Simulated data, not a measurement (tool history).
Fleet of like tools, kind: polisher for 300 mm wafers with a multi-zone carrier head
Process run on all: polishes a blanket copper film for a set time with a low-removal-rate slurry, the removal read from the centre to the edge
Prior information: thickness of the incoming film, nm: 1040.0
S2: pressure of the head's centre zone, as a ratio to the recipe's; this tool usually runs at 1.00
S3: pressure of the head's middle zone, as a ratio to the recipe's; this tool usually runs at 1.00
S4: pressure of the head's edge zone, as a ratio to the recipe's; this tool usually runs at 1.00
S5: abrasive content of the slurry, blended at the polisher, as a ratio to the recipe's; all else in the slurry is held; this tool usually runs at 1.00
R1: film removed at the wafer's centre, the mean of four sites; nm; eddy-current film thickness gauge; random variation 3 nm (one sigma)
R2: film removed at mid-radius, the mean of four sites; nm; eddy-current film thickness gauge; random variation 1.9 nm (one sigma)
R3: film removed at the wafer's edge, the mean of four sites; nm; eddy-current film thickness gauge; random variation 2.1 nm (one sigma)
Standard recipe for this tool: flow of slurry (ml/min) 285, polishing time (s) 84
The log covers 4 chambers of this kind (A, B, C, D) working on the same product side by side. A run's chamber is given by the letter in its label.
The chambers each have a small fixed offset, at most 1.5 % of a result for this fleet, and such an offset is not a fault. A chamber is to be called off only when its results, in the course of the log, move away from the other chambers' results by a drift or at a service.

Run 1C, day 0.438: usual settings. Result: R1 249.85 nm, R2 246.48 nm, R3 246.98 nm.
At day 0.458: chamber D: slurry nozzle cleaned.
At day 0.788: chamber D: worn pad replaced by a new one.
At day 0.829: chamber A: slurry nozzle cleaned.
Run 2D, day 0.850: usual settings. Result: R1 251.71 nm, R2 249.07 nm, R3 250.79 nm.
Run 3B, day 1.154: usual settings. Result: R1 239.74 nm, R2 245.59 nm, R3 245.38 nm.
Run 4A, day 1.475: usual settings. Result: R1 246.87 nm, R2 243.33 nm, R3 251.68 nm.
At day 1.588: chamber C: worn pad replaced by a new one.
Run 5A, day 1.996: usual settings. Result: R1 247.83 nm, R2 245.78 nm, R3 249.68 nm.
Run 6C, day 2.283: usual settings. Result: R1 248.85 nm, R2 245.13 nm, R3 247.91 nm.
Run 7D, day 2.888: usual settings but S4 0.94, S5 1.20. Result: R1 267.75 nm, R2 254.25 nm, R3 252.15 nm.
At day 3.058: chamber B: worn pad replaced by a new one.
Run 8B, day 3.325: usual settings but S4 0.94, S5 1.20. Result: R1 259.39 nm, R2 255.35 nm, R3 247.36 nm.
Run 9C, day 3.883: usual settings but S4 0.94, S5 1.20. Result: R1 258.53 nm, R2 257.07 nm, R3 252.85 nm.
Run 10A, day 4.167: usual settings but S4 0.94, S5 1.20. Result: R1 255.99 nm, R2 255.55 nm, R3 252.63 nm.
Run 11D, day 4.633: usual settings. Result: R1 254.85 nm, R2 245.22 nm, R3 253.19 nm.
At day 4.662: chamber A: worn pad replaced by a new one.
Run 12B, day 4.942: usual settings. Result: R1 244.37 nm, R2 246.68 nm, R3 245.22 nm.
At day 5.096: chamber B: centre zone pressure recalibrated.
Run 13A, day 5.529: usual settings. Result: R1 250.16 nm, R2 247.32 nm, R3 246.25 nm.
Run 14C, day 5.900: usual settings. Result: R1 242.57 nm, R2 245.59 nm, R3 249.46 nm.
Run 15B, day 6.200: usual settings. Result: R1 247.91 nm, R2 245.05 nm, R3 247.34 nm.
At day 6.425: chamber B: worn pad replaced by a new one.
Run 16D, day 6.617: usual settings but S2 1.05, S3 1.10. Result: R1 265.05 nm, R2 268.15 nm, R3 247.90 nm.
At day 6.729: chamber C: worn pad replaced by a new one.
Run 17A, day 7.021: usual settings but S2 1.05, S3 1.10. Result: R1 265.24 nm, R2 268.56 nm, R3 249.27 nm.
Run 18B, day 7.446: usual settings but S2 1.05, S3 1.10. Result: R1 263.89 nm, R2 264.30 nm, R3 246.07 nm.
Run 19D, day 8.000: usual settings but S2 1.05, S3 1.10. Result: R1 268.34 nm, R2 266.16 nm, R3 253.89 nm.
At day 8.158: chamber C: slurry nozzle cleaned.
Run 20C, day 8.292: usual settings. Result: R1 252.88 nm, R2 248.71 nm, R3 246.92 nm.
At day 8.596: chamber D: worn pad replaced by a new one.
Run 21A, day 8.746: usual settings. Result: R1 259.32 nm, R2 244.85 nm, R3 246.90 nm.
Run 22C, day 9.267: usual settings but S3 1.07, S5 0.80. Result: R1 235.93 nm, R2 253.15 nm, R3 234.45 nm.
At day 9.479: chamber D: centre zone pressure recalibrated.
At day 9.817: chamber D: slurry nozzle cleaned.
Run 23B, day 9.825: usual settings but S3 1.07, S5 0.80. Result: R1 234.05 nm, R2 249.55 nm, R3 232.00 nm.
At day 9.929: chamber A: slurry nozzle cleaned.
At day 10.204: chamber B: worn pad replaced by a new one.
Run 24D, day 10.262: usual settings but S3 1.07, S5 0.80. Result: R1 240.26 nm, R2 251.28 nm, R3 234.71 nm.
Run 25B, day 10.817: usual settings but S3 1.07, S5 0.80. Result: R1 236.44 nm, R2 247.90 nm, R3 233.79 nm.
Run 26A, day 11.096: usual settings but S5 0.85. Result: R1 245.59 nm, R2 238.36 nm, R3 241.16 nm.
Run 27D, day 11.592: usual settings but S5 0.85. Result: R1 240.98 nm, R2 237.38 nm, R3 245.52 nm.
At day 11.808: chamber C: worn pad replaced by a new one.
At day 11.854: chamber B: edge zone pressure recalibrated.
At day 12.021: chamber A: worn pad replaced by a new one.
Run 28C, day 12.046: usual settings but S5 0.85. Result: R1 240.10 nm, R2 243.28 nm, R3 239.03 nm.
Run 29C, day 12.404: usual settings but S5 0.85. Result: R1 245.06 nm, R2 239.13 nm, R3 237.19 nm.
Run 30A, day 12.808: usual settings. Result: R1 266.51 nm, R2 244.53 nm, R3 245.74 nm.
Run 31B, day 13.300: usual settings. Result: R1 244.87 nm, R2 247.55 nm, R3 246.20 nm.
At day 13.462: chamber B: worn pad replaced by a new one.
Run 32D, day 13.650: usual settings. Result: R1 251.90 nm, R2 245.93 nm, R3 247.56 nm.
Run 33C, day 14.146: usual settings. Result: R1 248.85 nm, R2 246.61 nm, R3 243.66 nm.
Run 34B, day 14.604: usual settings. Result: R1 245.49 nm, R2 241.37 nm, R3 244.27 nm.
Run 35D, day 15.096: usual settings but S3 0.95. Result: R1 249.74 nm, R2 232.80 nm, R3 252.19 nm.
At day 15.208: chamber C: centre zone pressure recalibrated.
Run 36A, day 15.404: usual settings but S3 0.95. Result: R1 268.81 nm, R2 233.45 nm, R3 250.91 nm.
At day 15.546: chamber D: worn pad replaced by a new one.
Run 37A, day 16.038: usual settings but S3 0.95. Result: R1 268.45 nm, R2 233.69 nm, R3 249.95 nm.
Run 38C, day 16.562: usual settings but S3 0.95. Result: R1 252.84 nm, R2 236.14 nm, R3 247.27 nm.
At day 16.621: chamber C: worn pad replaced by a new one.
At day 17.021: chamber B: worn pad replaced by a new one.
Run 39D, day 17.083: usual settings. Result: R1 246.48 nm, R2 245.91 nm, R3 250.04 nm.
Run 40B, day 17.488: usual settings. Result: R1 247.08 nm, R2 245.37 nm, R3 243.06 nm.
Run 41D, day 17.771: usual settings. Result: R1 250.40 nm, R2 244.90 nm, R3 251.89 nm.
Run 42C, day 18.279: usual settings. Result: R1 243.31 nm, R2 248.15 nm, R3 245.42 nm.

All 4 chambers run these settings next. Forecast each chamber's results:
Run 43A, day 18.729: usual settings. Result: R1 ?, R2 ?, R3 ?.
Run 43B, day 18.729: usual settings. Result: R1 ?, R2 ?, R3 ?.
Run 43C, day 18.729: usual settings. Result: R1 ?, R2 ?, R3 ?.
Run 43D, day 18.729: usual settings. Result: R1 ?, R2 ?, R3 ?.

run      R1      R2      R3
43A  263.55  245.75  249.77
43B  249.57  246.14  243.49
43C  249.32  247.96  244.08
43D  251.16  245.82  251.41
